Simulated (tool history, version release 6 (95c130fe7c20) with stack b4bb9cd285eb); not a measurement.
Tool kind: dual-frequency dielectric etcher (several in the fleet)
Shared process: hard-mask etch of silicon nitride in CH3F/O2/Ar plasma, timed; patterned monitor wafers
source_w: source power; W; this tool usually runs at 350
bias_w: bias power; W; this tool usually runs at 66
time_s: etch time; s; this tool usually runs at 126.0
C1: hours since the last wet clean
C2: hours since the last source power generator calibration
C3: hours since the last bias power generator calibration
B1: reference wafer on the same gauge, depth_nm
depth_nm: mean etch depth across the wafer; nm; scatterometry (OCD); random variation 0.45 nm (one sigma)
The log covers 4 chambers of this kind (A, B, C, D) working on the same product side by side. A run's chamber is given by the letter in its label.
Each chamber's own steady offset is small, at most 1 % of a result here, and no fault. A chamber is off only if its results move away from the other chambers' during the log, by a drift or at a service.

run 1D hour=10.3 | source_w=350 bias_w=66 time_s=126.0 | C1=389.9 C2=849.9 C3=2464.3 | B1=74.533 | depth_nm=81.487
-- hour=19.4 chamber C: wet clean of the chamber
run 2A hour=22.4 | source_w=350 bias_w=66 time_s=126.0 | C1=62.0 C2=2683.1 C3=3838.1 | B1=74.487 | depth_nm=80.683
run 3C hour=32.1 | source_w=350 bias_w=66 time_s=126.0 | C1=12.7 C2=1796.3 C3=3166.7 | B1=74.472 | depth_nm=80.814
run 4B hour=39.9 | source_w=350 bias_w=66 time_s=126.0 | C1=92.8 C2=3389.5 C3=650.9 | B1=74.569 | depth_nm=80.811
run 5B hour=45.8 | source_w=350 bias_w=66 time_s=126.0 | C1=98.7 C2=3395.4 C3=656.8 | B1=74.406 | depth_nm=82.317
run 6A hour=54.8 | source_w=350 bias_w=66 time_s=126.0 | C1=94.4 C2=2715.5 C3=3870.5 | B1=74.521 | depth_nm=81.955
run 7D hour=64.4 | source_w=350 bias_w=66 time_s=126.0 | C1=444.0 C2=904.0 C3=2518.4 | B1=74.543 | depth_nm=80.227
run 8C hour=72.3 | source_w=350 bias_w=66 time_s=126.0 | C1=52.9 C2=1836.5 C3=3206.9 | B1=74.531 | depth_nm=80.609
-- hour=78.7 chamber D: wet clean of the chamber
run 9B hour=83.2 | source_w=350 bias_w=66 time_s=126.0 | C1=136.1 C2=3432.8 C3=694.2 | B1=74.547 | depth_nm=81.367
run 10D hour=92.7 | source_w=350 bias_w=66 time_s=126.0 | C1=14.1 C2=932.3 C3=2546.7 | B1=74.651 | depth_nm=81.332
run 11A hour=102.8 | source_w=350 bias_w=66 time_s=126.0 | C1=142.4 C2=2763.5 C3=3918.5 | B1=74.665 | depth_nm=81.482
run 12C hour=113.0 | source_w=350 bias_w=66 time_s=126.0 | C1=93.6 C2=1877.2 C3=3247.6 | B1=74.534 | depth_nm=80.823
run 13D hour=122.0 | source_w=290 bias_w=66 time_s=126.0 | C1=43.4 C2=961.6 C3=2576.0 | B1=74.497 | depth_nm=75.612
run 14C hour=131.2 | source_w=290 bias_w=66 time_s=126.0 | C1=111.8 C2=1895.4 C3=3265.8 | B1=74.433 | depth_nm=75.496
run 15A hour=141.4 | source_w=290 bias_w=66 time_s=126.0 | C1=181.0 C2=2802.1 C3=3957.1 | B1=74.479 | depth_nm=76.789
run 16B hour=154.1 | source_w=290 bias_w=66 time_s=126.0 | C1=207.0 C2=3503.7 C3=765.1 | B1=74.516 | depth_nm=75.337
run 17B hour=162.8 | source_w=350 bias_w=66 time_s=126.0 | C1=215.7 C2=3512.4 C3=773.8 | B1=74.456 | depth_nm=81.762
run 18C hour=170.6 | source_w=350 bias_w=66 time_s=126.0 | C1=151.2 C2=1934.8 C3=3305.2 | B1=74.562 | depth_nm=80.196
run 19A hour=181.3 | source_w=350 bias_w=66 time_s=126.0 | C1=220.9 C2=2842.0 C3=3997.0 | B1=74.445 | depth_nm=81.447
run 20D hour=191.8 | source_w=350 bias_w=66 time_s=126.0 | C1=113.2 C2=1031.4 C3=2645.8 | B1=74.582 | depth_nm=80.443
run 21A hour=201.0 | source_w=350 bias_w=66 time_s=126.0 | C1=240.6 C2=2861.7 C3=4016.7 | B1=74.533 | depth_nm=82.129
run 22C hour=210.0 | source_w=350 bias_w=66 time_s=126.0 | C1=190.6 C2=1974.2 C3=3344.6 | B1=74.564 | depth_nm=81.275
run 23D hour=216.5 | source_w=280 bias_w=60 time_s=126.0 | C1=137.9 C2=1056.1 C3=2670.5 | B1=74.611 | depth_nm=71.545
run 24B hour=222.8 | source_w=280 bias_w=60 time_s=126.0 | C1=275.7 C2=3572.4 C3=833.8 | B1=74.529 | depth_nm=72.941
run 25B hour=232.3 | source_w=280 bias_w=60 time_s=126.0 | C1=285.2 C2=3581.9 C3=843.3 | B1=74.544 | depth_nm=73.189
run 26D hour=244.1 | source_w=280 bias_w=60 time_s=126.0 | C1=165.5 C2=1083.7 C3=2698.1 | B1=74.559 | depth_nm=72.305
run 27C hour=251.8 | source_w=350 bias_w=66 time_s=126.0 | C1=232.4 C2=2016.0 C3=3386.4 | B1=74.496 | depth_nm=80.863
run 28A hour=262.1 | source_w=350 bias_w=66 time_s=126.0 | C1=301.7 C2=2922.8 C3=4077.8 | B1=74.513 | depth_nm=81.382
run 29B hour=268.3 | source_w=350 bias_w=66 time_s=126.0 | C1=321.2 C2=3617.9 C3=879.3 | B1=74.560 | depth_nm=81.920
run 30D hour=276.5 | source_w=350 bias_w=66 time_s=126.0 | C1=197.9 C2=1116.1 C3=2730.5 | B1=74.458 | depth_nm=80.376

Does one chamber stand apart from the rest, does the shared gauge drift, or is all well apart from small per-chamber offsets? Give the chamber and the most likely cause, where there is one.

No chamber stands off beyond its own small offset, and the gauge holds steady.
